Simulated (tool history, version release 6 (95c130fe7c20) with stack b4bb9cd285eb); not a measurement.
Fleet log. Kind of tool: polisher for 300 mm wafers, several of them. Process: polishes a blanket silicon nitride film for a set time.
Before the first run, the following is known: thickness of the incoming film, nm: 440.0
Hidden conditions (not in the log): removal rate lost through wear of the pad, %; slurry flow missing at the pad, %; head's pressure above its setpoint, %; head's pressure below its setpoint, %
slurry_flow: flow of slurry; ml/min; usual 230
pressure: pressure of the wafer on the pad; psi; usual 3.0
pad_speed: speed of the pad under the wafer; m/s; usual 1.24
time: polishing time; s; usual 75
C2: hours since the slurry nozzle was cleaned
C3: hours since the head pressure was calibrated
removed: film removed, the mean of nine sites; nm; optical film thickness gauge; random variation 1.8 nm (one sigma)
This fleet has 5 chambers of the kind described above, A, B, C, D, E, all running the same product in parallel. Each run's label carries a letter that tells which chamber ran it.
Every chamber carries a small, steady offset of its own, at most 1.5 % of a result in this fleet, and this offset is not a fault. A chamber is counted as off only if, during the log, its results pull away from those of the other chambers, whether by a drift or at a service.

run 1A hour=7.3 | slurry_flow=230 pressure=3.0 pad_speed=1.24 time=75 | wafers_polished_on_this_pad=454 C2=240.5 C3=327.3 | removed=151.87
run 2C hour=11.4 | slurry_flow=230 pressure=3.0 pad_speed=1.24 time=75 | wafers_polished_on_this_pad=850 C2=213.5 C3=17.7 | removed=152.81
run 3D hour=15.8 | slurry_flow=230 pressure=3.0 pad_speed=1.24 time=75 | wafers_polished_on_this_pad=971 C2=393.6 C3=453.0 | removed=153.29
-- hour=18.0 chamber D: worn pad replaced by a new one
run 4B hour=24.2 | slurry_flow=230 pressure=3.0 pad_speed=1.24 time=75 | wafers_polished_on_this_pad=391 C2=329.1 C3=102.4 | removed=149.73
run 5E hour=30.9 | slurry_flow=230 pressure=3.0 pad_speed=1.24 time=75 | wafers_polished_on_this_pad=840 C2=539.2 C3=469.5 | removed=149.11
-- hour=37.2 chamber A: worn pad replaced by a new one
run 6E hour=37.5 | slurry_flow=230 pressure=3.0 pad_speed=1.24 time=75 | wafers_polished_on_this_pad=928 C2=545.8 C3=476.1 | removed=150.60
run 7A hour=41.9 | slurry_flow=230 pressure=3.0 pad_speed=1.24 time=75 | wafers_polished_on_this_pad=63 C2=275.1 C3=361.9 | removed=150.20
-- hour=43.7 chamber C: worn pad replaced by a new one
run 8D hour=46.7 | slurry_flow=230 pressure=3.8 pad_speed=1.24 time=75 | wafers_polished_on_this_pad=382 C2=424.5 C3=483.9 | removed=189.26
run 9B hour=53.9 | slurry_flow=230 pressure=3.8 pad_speed=1.24 time=75 | wafers_polished_on_this_pad=786 C2=358.8 C3=132.1 | removed=186.13
-- hour=54.7 chamber B: worn pad replaced by a new one
-- hour=56.5 chamber E: worn pad replaced by a new one
run 10C hour=59.6 | slurry_flow=230 pressure=3.8 pad_speed=1.24 time=75 | wafers_polished_on_this_pad=212 C2=261.7 C3=65.9 | removed=192.99
run 11A hour=64.1 | slurry_flow=230 pressure=3.8 pad_speed=1.24 time=75 | wafers_polished_on_this_pad=358 C2=297.3 C3=384.1 | removed=189.94
run 12B hour=69.3 | slurry_flow=230 pressure=3.8 pad_speed=1.24 time=75 | wafers_polished_on_this_pad=194 C2=374.2 C3=147.5 | removed=192.42
run 13D hour=74.3 | slurry_flow=230 pressure=3.0 pad_speed=1.24 time=75 | wafers_polished_on_this_pad=749 C2=452.1 C3=511.5 | removed=153.01
run 14E hour=78.3 | slurry_flow=230 pressure=3.0 pad_speed=1.24 time=75 | wafers_polished_on_this_pad=290 C2=586.6 C3=516.9 | removed=146.32
-- hour=80.7 chamber D: worn pad replaced by a new one
run 15C hour=84.7 | slurry_flow=230 pressure=3.0 pad_speed=1.24 time=75 | wafers_polished_on_this_pad=546 C2=286.8 C3=91.0 | removed=151.76
run 16E hour=91.4 | slurry_flow=230 pressure=3.0 pad_speed=1.24 time=75 | wafers_polished_on_this_pad=464 C2=599.7 C3=530.0 | removed=151.30
-- hour=96.2 chamber B: slurry nozzle cleaned
-- hour=98.6 chamber A: worn pad replaced by a new one
run 17A hour=100.1 | slurry_flow=230 pressure=3.0 pad_speed=1.24 time=75 | wafers_polished_on_this_pad=20 C2=333.3 C3=420.1 | removed=150.03
run 18B hour=106.7 | slurry_flow=230 pressure=2.2 pad_speed=1.24 time=75 | wafers_polished_on_this_pad=692 C2=10.5 C3=184.9 | removed=111.46
-- hour=111.6 chamber C: slurry nozzle cleaned
run 19D hour=115.1 | slurry_flow=230 pressure=2.2 pad_speed=1.24 time=75 | wafers_polished_on_this_pad=457 C2=492.9 C3=552.3 | removed=107.77
-- hour=116.8 chamber E: slurry nozzle cleaned
run 20C hour=122.2 | slurry_flow=230 pressure=2.2 pad_speed=1.24 time=75 | wafers_polished_on_this_pad=1044 C2=10.7 C3=128.5 | removed=111.34
run 21B hour=127.8 | slurry_flow=230 pressure=2.2 pad_speed=1.24 time=75 | wafers_polished_on_this_pad=972 C2=31.6 C3=206.0 | removed=111.59
-- hour=128.6 chamber B: worn pad replaced by a new one
-- hour=133.8 chamber E: worn pad replaced by a new one
run 22D hour=135.7 | slurry_flow=230 pressure=2.2 pad_speed=1.24 time=75 | wafers_polished_on_this_pad=731 C2=513.5 C3=572.9 | removed=107.87
-- hour=138.9 chamber C: worn pad replaced by a new one
run 23E hour=143.4 | slurry_flow=230 pressure=3.0 pad_speed=1.24 time=75 | wafers_polished_on_this_pad=128 C2=26.7 C3=582.0 | removed=149.68
run 24A hour=148.2 | slurry_flow=230 pressure=3.0 pad_speed=1.24 time=75 | wafers_polished_on_this_pad=660 C2=381.4 C3=468.2 | removed=150.30
-- hour=152.2 chamber A: head pressure recalibrated
run 25C hour=155.1 | slurry_flow=230 pressure=3.0 pad_speed=1.24 time=75 | wafers_polished_on_this_pad=216 C2=43.6 C3=161.4 | removed=151.60
-- hour=156.3 chamber D: worn pad replaced by a new one
run 26E hour=160.3 | slurry_flow=230 pressure=3.0 pad_speed=1.24 time=75 | wafers_polished_on_this_pad=352 C2=43.6 C3=598.9 | removed=153.21
-- hour=163.0 chamber A: worn pad replaced by a new one
run 27B hour=166.4 | slurry_flow=230 pressure=3.0 pad_speed=1.24 time=75 | wafers_polished_on_this_pad=503 C2=70.2 C3=244.6 | removed=148.68
run 28C hour=170.5 | slurry_flow=230 pressure=3.0 pad_speed=1.24 time=75 | wafers_polished_on_this_pad=420 C2=59.0 C3=176.8 | removed=150.51
run 29A hour=174.7 | slurry_flow=230 pressure=3.0 pad_speed=1.24 time=75 | wafers_polished_on_this_pad=156 C2=407.9 C3=22.6 | removed=150.08
run 30D hour=182.9 | slurry_flow=230 pressure=3.0 pad_speed=1.24 time=75 | wafers_polished_on_this_pad=354 C2=560.7 C3=620.1 | removed=141.71
-- hour=190.5 chamber B: worn pad replaced by a new one
run 31D hour=191.3 | slurry_flow=230 pressure=3.0 pad_speed=1.24 time=75 | wafers_polished_on_this_pad=466 C2=569.1 C3=628.5 | removed=143.10
run 32B hour=198.1 | slurry_flow=230 pressure=3.0 pad_speed=1.24 time=75 | wafers_polished_on_this_pad=101 C2=101.9 C3=276.3 | removed=150.44
run 33C hour=206.4 | slurry_flow=230 pressure=3.0 pad_speed=1.24 time=75 | wafers_polished_on_this_pad=898 C2=94.9 C3=212.7 | removed=149.86
run 34E hour=213.2 | slurry_flow=230 pressure=3.0 pad_speed=1.62 time=56 | wafers_polished_on_this_pad=1056 C2=96.5 C3=651.8 | removed=138.07
run 35A hour=220.2 | slurry_flow=230 pressure=3.0 pad_speed=1.62 time=56 | wafers_polished_on_this_pad=761 C2=453.4 C3=68.1 | removed=140.58
-- hour=223.2 chamber E: worn pad replaced by a new one
run 36E hour=224.5 | slurry_flow=230 pressure=3.0 pad_speed=1.62 time=56 | wafers_polished_on_this_pad=18 C2=107.8 C3=663.1 | removed=138.35

The same settings go to every chamber for the next run, one line per chamber below. Forecast the results for each:
run 37A hour=230.7 | slurry_flow=230 pressure=3.0 pad_speed=1.24 time=75 | removed=?
run 37B hour=230.7 | slurry_flow=230 pressure=3.0 pad_speed=1.24 time=75 | removed=?
run 37C hour=230.7 | slurry_flow=230 pressure=3.0 pad_speed=1.24 time=75 | removed=?
run 37D hour=230.7 | slurry_flow=230 pressure=3.0 pad_speed=1.24 time=75 | removed=?
run 37E hour=230.7 | slurry_flow=230 pressure=3.0 pad_speed=1.24 time=75 | removed=?

run=37A removed=151.54
run=37B removed=151.05
run=37C removed=153.39
run=37D removed=137.75
run=37E removed=152.24
